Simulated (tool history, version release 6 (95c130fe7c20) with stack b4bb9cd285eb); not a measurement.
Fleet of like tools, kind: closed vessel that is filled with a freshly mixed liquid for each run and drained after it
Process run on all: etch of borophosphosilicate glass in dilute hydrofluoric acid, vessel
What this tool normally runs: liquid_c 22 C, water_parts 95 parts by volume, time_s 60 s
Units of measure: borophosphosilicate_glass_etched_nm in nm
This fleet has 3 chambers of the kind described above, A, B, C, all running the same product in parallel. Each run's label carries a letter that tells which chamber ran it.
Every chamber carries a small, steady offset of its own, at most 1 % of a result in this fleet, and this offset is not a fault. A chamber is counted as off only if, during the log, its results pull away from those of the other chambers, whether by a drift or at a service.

run	hour	liquid_c	water_parts	time_s	read-back film thickness of the borophosphosilicate glass reference wafer, read on the same gauge (nm)	borophosphosilicate_glass_etched_nm
1C	8	22	95	60	149.97	49.774
2A	15.6	22	95	60	149.97	49.812
3B	19.9	22	95	60	150.01	49.822
4A	25.2	22	95	60	150	50.003
5C	29.2	22	95	60	150.02	50.175
6B	37.6	22	95	45	150	37.334
7A	41.6	22	95	45	149.97	37.071
8B	48	22	95	45	150.02	37.778
9C	52.1	22	95	60	150.04	50.582
10A	56.8	22	95	60	150.03	50.236
11C	60.8	22	95	60	150.04	50.429
12B	67.2	22	95	60	150.01	49.724
13C	73.8	22	95	60	150.04	50.532
14A	79.9	22	95	60	149.97	49.641
15B	86.4	22	95	85	149.98	71.873
16A	93.3	22	95	85	149.98	70.553
# hour 100.8: chamber B: thermometer replaced
17C	101.9	22	95	85	150.01	71.651
18B	107	22	95	60	150.02	50.305
19A	115.2	18	140	60	149.99	27.272
20B	120.5	18	140	60	150.03	27.965
21C	128.3	18	140	60	149.98	27.304
22A	132.5	22	95	60	149.99	49.329
23C	139.5	22	95	60	149.98	49.692
24B	143.6	22	95	60	149.99	51.393
25B	148.5	22	95	60	150	50.444
26A	156.8	22	95	60	149.99	50.153
27C	163.3	22	95	60	150.02	50.6
28A	170.4	22	95	60	150	49.902
29B	177.9	22	95	60	149.97	50.47
30C	184.6	25	140	60	149.96	35.879

Which is it: a chamber that has drifted or been left off by a service, a gauge drift common to all chambers, or only each chamber's usual small offset? If a chamber is off, name it and its likeliest cause.

Beyond each chamber's small constant offset nothing stands out, and the gauge stays steady.
